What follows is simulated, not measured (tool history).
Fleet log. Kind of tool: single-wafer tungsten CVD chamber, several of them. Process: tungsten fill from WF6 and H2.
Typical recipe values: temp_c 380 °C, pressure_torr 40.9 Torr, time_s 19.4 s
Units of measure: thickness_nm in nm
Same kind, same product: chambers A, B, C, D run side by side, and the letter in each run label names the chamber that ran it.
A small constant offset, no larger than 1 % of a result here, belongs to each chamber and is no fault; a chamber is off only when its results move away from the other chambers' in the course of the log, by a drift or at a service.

run	hour	temp_c	pressure_torr	time_s	read-back reference wafer on the same gauge, thickness_nm	thickness_nm
1A	4.3	380	40.9	19.4	41.436	44.701
2C	7.5	380	40.9	19.4	41.412	44.141
3D	11.3	380	40.9	19.4	41.378	44.353
4B	14.4	380	40.9	19.4	41.380	44.279
5C	16.8	380	40.9	19.4	41.362	44.388
6D	19.6	380	40.9	19.4	41.403	44.270
7A	23.4	380	40.9	19.4	41.416	44.611
8B	26.3	380	40.9	19.4	41.329	44.209
9C	28.5	380	40.9	19.4	41.395	43.917
10D	33.0	380	40.9	19.4	41.404	44.317
11A	36.5	380	40.9	19.4	41.449	44.613
12B	38.8	380	40.9	19.4	41.426	43.765
# hour 41.7: chamber D: thermocouple changed; heater temperature recalibrated
13D	43.5	380	40.9	19.4	41.409	44.487
14A	45.6	380	40.9	19.4	41.380	44.348
15B	50.4	369	40.9	19.4	41.348	35.440
16C	54.7	369	40.9	19.4	41.464	35.085
17B	57.7	369	40.9	19.4	41.323	35.295
18D	62.0	369	40.9	19.4	41.399	35.205
19A	65.6	380	49.9	19.4	41.447	48.451
20C	70.2	380	49.9	19.4	41.406	48.273
21C	74.2	380	49.9	19.4	41.362	48.203
22D	78.0	380	49.9	19.4	41.381	48.470
23B	82.0	380	40.9	19.4	41.433	43.957
24A	84.1	380	36.8	19.4	41.457	42.153
25D	88.8	380	36.8	19.4	41.308	42.339
26B	91.9	380	36.8	19.4	41.360	42.842
27C	94.5	380	36.8	19.4	41.424	42.179
28A	97.1	380	40.9	19.4	41.414	44.591
29D	100.3	380	44.8	19.4	41.496	46.206
30C	104.3	380	44.8	19.4	41.392	46.397
31A	107.0	380	44.8	19.4	41.376	46.492
32B	109.7	380	44.8	19.4	41.377	45.940
33B	112.2	380	40.9	19.4	41.293	44.437

One chamber off, gauge drift, or nothing amiss beyond the chambers' own small offsets? If it is a chamber, which one, and what is the likeliest cause?

Neither any chamber nor the gauge drifts; the chambers differ only by their own small, steady offsets.
